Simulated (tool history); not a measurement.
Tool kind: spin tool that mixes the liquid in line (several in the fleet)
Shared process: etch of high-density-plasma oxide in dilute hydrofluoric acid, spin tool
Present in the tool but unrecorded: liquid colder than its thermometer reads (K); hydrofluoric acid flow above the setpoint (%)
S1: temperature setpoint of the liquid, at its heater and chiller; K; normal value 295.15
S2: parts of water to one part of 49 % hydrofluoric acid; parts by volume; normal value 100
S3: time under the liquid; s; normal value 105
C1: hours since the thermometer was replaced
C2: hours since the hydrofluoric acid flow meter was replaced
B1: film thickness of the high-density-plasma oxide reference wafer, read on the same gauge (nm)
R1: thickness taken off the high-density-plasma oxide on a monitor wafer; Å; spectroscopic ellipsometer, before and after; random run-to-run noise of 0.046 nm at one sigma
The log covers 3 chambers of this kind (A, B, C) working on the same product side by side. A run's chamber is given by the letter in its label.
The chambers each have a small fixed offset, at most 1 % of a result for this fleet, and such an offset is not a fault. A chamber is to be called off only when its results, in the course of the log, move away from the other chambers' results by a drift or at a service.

run,hour,S1,S2,S3,C1,C2,B1,R1
1B,11.1,295.15,100,105,193.9,120.0,130.01,49.276
2C,16.8,295.15,100,105,787.8,108.1,129.97,49.584
3A,28.7,295.15,100,105,559.2,2375.9,130.02,49.760
4C,38.8,295.15,100,105,809.8,130.1,129.99,49.065
5A,49.1,295.15,100,105,579.6,2396.3,130.02,49.625
6B,56.2,295.15,100,105,239.0,165.1,130.01,49.269
7A,66.1,295.15,100,105,596.6,2413.3,130.02,49.134
8B,73.0,290.15,70,105,255.8,181.9,129.98,59.412
9C,83.2,290.15,70,105,854.2,174.5,129.96,58.993
10C,93.8,290.15,70,105,864.8,185.1,130.04,58.435
11B,100.3,295.15,100,105,283.1,209.2,130.01,50.444
12A,111.4,295.15,100,105,641.9,2458.6,129.99,49.510
13C,120.4,295.15,100,105,891.4,211.7,130.01,49.552
14A,127.7,295.15,100,105,658.2,2474.9,130.00,49.314
15B,137.7,295.15,100,105,320.5,246.6,130.02,50.397
16A,148.4,295.15,100,105,678.9,2495.6,130.00,49.632
17C,158.1,295.15,100,105,929.1,249.4,130.04,49.542
# hour 166.3: chamber A: hydrofluoric acid flow meter replaced
18B,168.8,295.15,100,105,351.6,277.7,130.00,51.263
19C,179.8,295.15,100,105,950.8,271.1,130.00,49.327
# hour 186.3: chamber A: thermometer replaced
20A,188.3,295.15,100,105,2.1,22.0,130.04,50.285
21B,196.8,295.15,100,105,379.6,305.7,129.98,52.743
22B,204.5,295.15,100,105,387.3,313.4,130.02,52.116

All chambers now run identical settings, listed one chamber a line with results as question marks. What results will each chamber show?
23A,213.3,299.15,100,105,,,,?
23B,213.3,299.15,100,105,,,,?
23C,213.3,299.15,100,105,,,,?

run,R1
23A,59.012
23B,60.921
23C,58.088
